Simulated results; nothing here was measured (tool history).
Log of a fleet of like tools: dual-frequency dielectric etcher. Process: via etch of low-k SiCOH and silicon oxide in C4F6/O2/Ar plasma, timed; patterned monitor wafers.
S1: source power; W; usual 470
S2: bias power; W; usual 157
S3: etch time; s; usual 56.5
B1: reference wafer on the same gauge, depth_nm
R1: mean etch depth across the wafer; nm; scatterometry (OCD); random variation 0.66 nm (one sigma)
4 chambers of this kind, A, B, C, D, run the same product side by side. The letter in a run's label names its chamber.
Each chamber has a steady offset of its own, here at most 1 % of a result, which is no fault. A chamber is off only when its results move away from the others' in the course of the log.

| run | hour | S1 | S2 | S3 | B1 | R1 |
|---|---|---|---|---|---|---|
| 1D | 4.7 | 470 | 157 | 56.5 | 128.94 | 151.74 |
| 2B | 9.5 | 470 | 157 | 56.5 | 128.90 | 150.53 |
| 3A | 14.2 | 470 | 157 | 56.5 | 129.09 | 151.11 |
| 4C | 20.7 | 470 | 157 | 56.5 | 129.05 | 150.72 |
| 5D | 27.3 | 470 | 157 | 56.5 | 129.08 | 150.56 |
|  | 29.6 | chamber C: wet clean of the chamber |
| 6A | 32.9 | 470 | 157 | 56.5 | 129.01 | 149.29 |
| 7C | 36.5 | 470 | 157 | 56.5 | 128.91 | 152.01 |
| 8B | 40.4 | 470 | 157 | 56.5 | 129.11 | 151.06 |
| 9D | 44.6 | 470 | 157 | 56.5 | 128.96 | 152.19 |
| 10B | 50.3 | 470 | 157 | 56.5 | 128.97 | 150.58 |
| 11A | 53.9 | 470 | 157 | 56.5 | 129.03 | 149.01 |
| 12C | 60.2 | 470 | 157 | 56.5 | 129.12 | 152.28 |
| 13D | 65.3 | 470 | 157 | 56.5 | 129.14 | 150.07 |
| 14B | 68.4 | 470 | 157 | 56.5 | 128.96 | 150.96 |
| 15C | 72.4 | 360 | 157 | 68.5 | 129.12 | 164.57 |
| 16A | 75.9 | 360 | 157 | 68.5 | 129.08 | 160.88 |
| 17B | 82.8 | 360 | 157 | 68.5 | 129.01 | 164.99 |
| 18A | 87.4 | 360 | 157 | 68.5 | 128.96 | 161.21 |
| 19C | 91.0 | 470 | 125 | 56.5 | 129.00 | 141.49 |
| 20D | 95.9 | 470 | 125 | 56.5 | 128.99 | 141.95 |
| 21C | 100.6 | 470 | 125 | 56.5 | 129.00 | 142.44 |
| 22A | 103.8 | 470 | 125 | 56.5 | 128.91 | 136.89 |
| 23D | 107.6 | 470 | 157 | 56.5 | 129.04 | 150.88 |
| 24B | 111.0 | 470 | 157 | 56.5 | 129.00 | 150.21 |
| 25D | 117.6 | 470 | 157 | 56.5 | 129.02 | 150.80 |
| 26C | 121.4 | 470 | 157 | 56.5 | 128.86 | 151.59 |
| 27B | 127.0 | 470 | 157 | 56.5 | 129.07 | 149.10 |

What goes on in this fleet: one chamber off, a drifting gauge, or nothing beyond the chambers' own small offsets? Name the chamber and the cause, if any.

Chamber A drifts away from the others.
Cause: etch rate under this chamber's usual, % = 2.99.

Here are 4 candidates for chamber A's next run, each the usual settings with a change, their results left as question marks. Which one brings its results back in line with what the others give on the usual settings?
In line means no further than this from the other chambers' mean on the usual settings: R1 2.30 nm
| 28A-1 | 132.2 | 470 | 155 | 52.5 |  | ? |
| 28A-2 | 132.2 | 470 | 175 | 56.5 |  | ? |
| 28A-3 | 132.2 | 470 | 200 | 56.5 |  | ? |
| 28A-4 | 132.2 | 440 | 150 | 56.5 |  | ? |

The other chambers' mean on the usual settings: R1 150.84 nm
| run | R1 |
|---|---|
| 28A-1 | 134.93 |
| 28A-2 | 150.78 |
| 28A-3 | 157.35 |
| 28A-4 | 140.12 |
28A-2 brings the chamber back in line.

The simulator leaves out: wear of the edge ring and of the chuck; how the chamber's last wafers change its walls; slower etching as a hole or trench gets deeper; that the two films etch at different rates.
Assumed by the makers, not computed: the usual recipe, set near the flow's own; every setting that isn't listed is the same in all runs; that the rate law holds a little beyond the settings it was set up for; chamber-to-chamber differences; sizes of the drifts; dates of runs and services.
